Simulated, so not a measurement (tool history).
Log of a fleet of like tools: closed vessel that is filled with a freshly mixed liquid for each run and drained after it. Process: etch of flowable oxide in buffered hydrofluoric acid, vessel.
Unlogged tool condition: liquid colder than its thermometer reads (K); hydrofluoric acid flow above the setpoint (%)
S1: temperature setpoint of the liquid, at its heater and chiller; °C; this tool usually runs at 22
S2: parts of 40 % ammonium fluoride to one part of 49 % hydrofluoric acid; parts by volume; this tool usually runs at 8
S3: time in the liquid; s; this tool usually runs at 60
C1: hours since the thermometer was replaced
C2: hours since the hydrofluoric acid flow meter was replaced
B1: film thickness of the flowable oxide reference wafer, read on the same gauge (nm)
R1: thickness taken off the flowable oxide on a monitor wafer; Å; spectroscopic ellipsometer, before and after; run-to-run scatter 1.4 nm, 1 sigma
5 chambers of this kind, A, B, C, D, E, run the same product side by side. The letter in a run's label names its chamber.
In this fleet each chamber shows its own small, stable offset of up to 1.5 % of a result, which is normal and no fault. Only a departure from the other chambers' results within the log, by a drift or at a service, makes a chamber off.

run 1B hour=5.8 | S1=22 S2=8 S3=60 | C1=319.2 C2=966.5 | B1=70.009 | R1=1487.1
run 2D hour=13 | S1=22 S2=8 S3=60 | C1=1461.1 C2=1471.8 | B1=70 | R1=1475.3
run 3C hour=21.1 | S1=22 S2=8 S3=60 | C1=637.9 C2=341.6 | B1=70.018 | R1=1480.7
run 4E hour=25.6 | S1=22 S2=8 S3=60 | C1=345 C2=151.7 | B1=69.999 | R1=1500.6
run 5A hour=30.5 | S1=22 S2=8 S3=60 | C1=1683.8 C2=194.3 | B1=69.999 | R1=1476
run 6C hour=36.5 | S1=22 S2=8 S3=60 | C1=653.3 C2=357 | B1=69.996 | R1=1447.6
run 7E hour=42.6 | S1=22 S2=8 S3=45 | C1=362 C2=168.7 | B1=69.982 | R1=1102.2
run 8A hour=50.5 | S1=22 S2=8 S3=45 | C1=1703.8 C2=214.3 | B1=69.995 | R1=1120.8
run 9D hour=57.4 | S1=22 S2=8 S3=45 | C1=1505.5 C2=1516.2 | B1=70.005 | R1=1107.1
run 10B hour=61.4 | S1=22 S2=8 S3=45 | C1=374.8 C2=1022.1 | B1=70.007 | R1=1145.3
run 11A hour=68.5 | S1=22 S2=8 S3=45 | C1=1721.8 C2=232.3 | B1=69.996 | R1=1110.5
run 12E hour=72.2 | S1=22 S2=8 S3=60 | C1=391.6 C2=198.3 | B1=70.001 | R1=1475.7
run 13D hour=79.6 | S1=22 S2=8 S3=60 | C1=1527.7 C2=1538.4 | B1=69.979 | R1=1497.6
run 14C hour=87.5 | S1=26.5 S2=7 S3=60 | C1=704.3 C2=408 | B1=69.998 | R1=2189
run 15B hour=91.4 | S1=26.5 S2=7 S3=60 | C1=404.8 C2=1052.1 | B1=70.009 | R1=2202.5
run 16A hour=96.8 | S1=26.5 S2=7 S3=60 | C1=1750.1 C2=260.6 | B1=69.993 | R1=2129.6
run 17B hour=104.2 | S1=26.5 S2=7 S3=60 | C1=417.6 C2=1064.9 | B1=69.995 | R1=2233.5
run 18D hour=110.6 | S1=26.5 S2=7 S3=60 | C1=1558.7 C2=1569.4 | B1=70 | R1=2177.8
run 19E hour=115 | S1=22 S2=8 S3=60 | C1=434.4 C2=241.1 | B1=70.002 | R1=1476.3
run 20C hour=122.6 | S1=22 S2=8 S3=60 | C1=739.4 C2=443.1 | B1=69.993 | R1=1480.2
run 21A hour=129 | S1=22 S2=8 S3=60 | C1=1782.3 C2=292.8 | B1=69.998 | R1=1504.2
run 22D hour=134.8 | S1=22 S2=6 S3=90 | C1=1582.9 C2=1593.6 | B1=69.985 | R1=3006.8
run 23B hour=140 | S1=22 S2=6 S3=90 | C1=453.4 C2=1100.7 | B1=70.005 | R1=2962.4
run 24E hour=148 | S1=22 S2=6 S3=90 | C1=467.4 C2=274.1 | B1=69.988 | R1=2891.7
run 25C hour=152.8 | S1=22 S2=6 S3=90 | C1=769.6 C2=473.3 | B1=69.989 | R1=2920.5
run 26C hour=157.9 | S1=22 S2=6 S3=90 | C1=774.7 C2=478.4 | B1=69.99 | R1=2959.6
run 27A hour=162.3 | S1=22 S2=10 S3=60 | C1=1815.6 C2=326.1 | B1=69.988 | R1=1230.8
run 28B hour=168.3 | S1=22 S2=10 S3=60 | C1=481.7 C2=1129 | B1=70.01 | R1=1229.5
run 29D hour=176.2 | S1=22 S2=10 S3=60 | C1=1624.3 C2=1635 | B1=69.991 | R1=1215.5
run 30E hour=180.5 | S1=22 S2=10 S3=60 | C1=499.9 C2=306.6 | B1=70.008 | R1=1223.9
run 31E hour=185.8 | S1=22 S2=10 S3=60 | C1=505.2 C2=311.9 | B1=69.993 | R1=1204.8

Each of the 5 chambers runs these same settings next. Fill in every chamber's results:
run 32A hour=191.6 | S1=22 S2=8 S3=60 | R1=?
run 32B hour=191.6 | S1=22 S2=8 S3=60 | R1=?
run 32C hour=191.6 | S1=22 S2=8 S3=60 | R1=?
run 32D hour=191.6 | S1=22 S2=8 S3=60 | R1=?
run 32E hour=191.6 | S1=22 S2=8 S3=60 | R1=?

run=32A R1=1498.7
run=32B R1=1496.3
run=32C R1=1493.1
run=32D R1=1496
run=32E R1=1446.5

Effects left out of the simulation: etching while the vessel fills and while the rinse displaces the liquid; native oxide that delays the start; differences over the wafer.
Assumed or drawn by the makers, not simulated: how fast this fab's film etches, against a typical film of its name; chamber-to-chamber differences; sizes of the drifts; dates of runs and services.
